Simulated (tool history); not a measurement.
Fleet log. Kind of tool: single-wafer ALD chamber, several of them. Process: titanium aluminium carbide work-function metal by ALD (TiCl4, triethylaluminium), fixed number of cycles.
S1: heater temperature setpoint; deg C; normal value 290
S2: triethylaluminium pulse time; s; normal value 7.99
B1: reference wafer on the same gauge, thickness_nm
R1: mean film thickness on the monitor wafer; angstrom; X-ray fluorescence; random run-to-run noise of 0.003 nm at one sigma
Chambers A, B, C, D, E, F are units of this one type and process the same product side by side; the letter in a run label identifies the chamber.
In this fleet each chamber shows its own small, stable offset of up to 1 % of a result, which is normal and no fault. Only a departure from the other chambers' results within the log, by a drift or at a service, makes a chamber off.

{"run": "1E", "hour": 2.1, "S1": 290, "S2": 7.99, "B1": 1.6008, "R1": 18.351}
{"run": "2D", "hour": 6.3, "S1": 290, "S2": 7.99, "B1": 1.6001, "R1": 18.459}
{"run": "3A", "hour": 9.3, "S1": 290, "S2": 7.99, "B1": 1.6009, "R1": 18.6}
{"run": "4C", "hour": 13.1, "S1": 290, "S2": 7.99, "B1": 1.6007, "R1": 18.498}
{"run": "5F", "hour": 17.8, "S1": 290, "S2": 7.99, "B1": 1.601, "R1": 18.477}
{"run": "6B", "hour": 21.2, "S1": 290, "S2": 7.99, "B1": 1.6013, "R1": 18.609}
{"run": "7F", "hour": 24.0, "S1": 290, "S2": 7.99, "B1": 1.6019, "R1": 18.526}
{"run": "8C", "hour": 28.8, "S1": 290, "S2": 7.99, "B1": 1.6022, "R1": 18.558}
{"run": "9E", "hour": 31.8, "S1": 290, "S2": 7.99, "B1": 1.602, "R1": 18.332}
{"run": "10A", "hour": 34.8, "S1": 290, "S2": 7.99, "B1": 1.6024, "R1": 18.636}
{"run": "11D", "hour": 38.4, "S1": 290, "S2": 7.99, "B1": 1.6029, "R1": 18.424}
{"run": "12B", "hour": 40.7, "S1": 290, "S2": 7.99, "B1": 1.6034, "R1": 18.657}
{"run": "13F", "hour": 43.5, "S1": 290, "S2": 7.99, "B1": 1.6031, "R1": 18.529}
{"run": "14A", "hour": 46.7, "S1": 290, "S2": 7.99, "B1": 1.6029, "R1": 18.68}
{"run": "15D", "hour": 48.9, "S1": 290, "S2": 7.99, "B1": 1.6035, "R1": 18.504}
{"run": "16B", "hour": 53.4, "S1": 290, "S2": 7.99, "B1": 1.6039, "R1": 18.573}
{"run": "17E", "hour": 56.3, "S1": 290, "S2": 7.99, "B1": 1.6034, "R1": 18.361}
{"run": "18C", "hour": 60.8, "S1": 277, "S2": 5.42, "B1": 1.6044, "R1": 15.775}
{"run": "19F", "hour": 63.9, "S1": 277, "S2": 5.42, "B1": 1.6047, "R1": 15.753}
{"run": "20C", "hour": 68.4, "S1": 277, "S2": 5.42, "B1": 1.6055, "R1": 15.76}
{"run": "21B", "hour": 73.0, "S1": 277, "S2": 5.42, "B1": 1.6058, "R1": 15.927}
{"run": "22E", "hour": 76.7, "S1": 277, "S2": 5.42, "B1": 1.6063, "R1": 15.68}
{"run": "23D", "hour": 79.0, "S1": 277, "S2": 5.42, "B1": 1.6057, "R1": 15.743}
{"run": "24A", "hour": 81.2, "S1": 290, "S2": 7.99, "B1": 1.6068, "R1": 18.664}
{"run": "25B", "hour": 86.1, "S1": 290, "S2": 7.99, "B1": 1.6067, "R1": 18.626}
{"run": "26D", "hour": 88.5, "S1": 290, "S2": 7.99, "B1": 1.6061, "R1": 18.519}
{"run": "27F", "hour": 92.9, "S1": 290, "S2": 7.99, "B1": 1.6074, "R1": 18.534}
{"run": "28A", "hour": 95.5, "S1": 290, "S2": 7.99, "B1": 1.6073, "R1": 18.701}
{"run": "29E", "hour": 98.8, "S1": 290, "S2": 7.99, "B1": 1.6076, "R1": 18.378}
{"run": "30C", "hour": 103.3, "S1": 290, "S2": 7.99, "B1": 1.6082, "R1": 18.563}
{"run": "31A", "hour": 107.6, "S1": 279, "S2": 6.07, "B1": 1.6078, "R1": 16.743}
{"run": "32C", "hour": 110.7, "S1": 279, "S2": 6.07, "B1": 1.6084, "R1": 16.539}
{"run": "33E", "hour": 114.8, "S1": 279, "S2": 6.07, "B1": 1.6089, "R1": 16.408}
{"run": "34D", "hour": 119.5, "S1": 279, "S2": 6.07, "B1": 1.6092, "R1": 16.47}
{"run": "35F", "hour": 122.4, "S1": 279, "S2": 6.07, "B1": 1.609, "R1": 16.575}
{"run": "36B", "hour": 127.4, "S1": 279, "S2": 6.07, "B1": 1.6091, "R1": 16.687}
{"run": "37E", "hour": 130.9, "S1": 297, "S2": 5.26, "B1": 1.6098, "R1": 17.024}
{"run": "38F", "hour": 133.4, "S1": 297, "S2": 5.26, "B1": 1.6097, "R1": 17.124}

Does one chamber stand apart from the rest, does the shared gauge drift, or is all well apart from small per-chamber offsets? Give the chamber and the most likely cause, where there is one.

No chamber is off; the gauge reading every chamber's wafers drifts, which makes the whole fleet appear to move together.
Likeliest cause: gauge reads high (%) = 0.656.

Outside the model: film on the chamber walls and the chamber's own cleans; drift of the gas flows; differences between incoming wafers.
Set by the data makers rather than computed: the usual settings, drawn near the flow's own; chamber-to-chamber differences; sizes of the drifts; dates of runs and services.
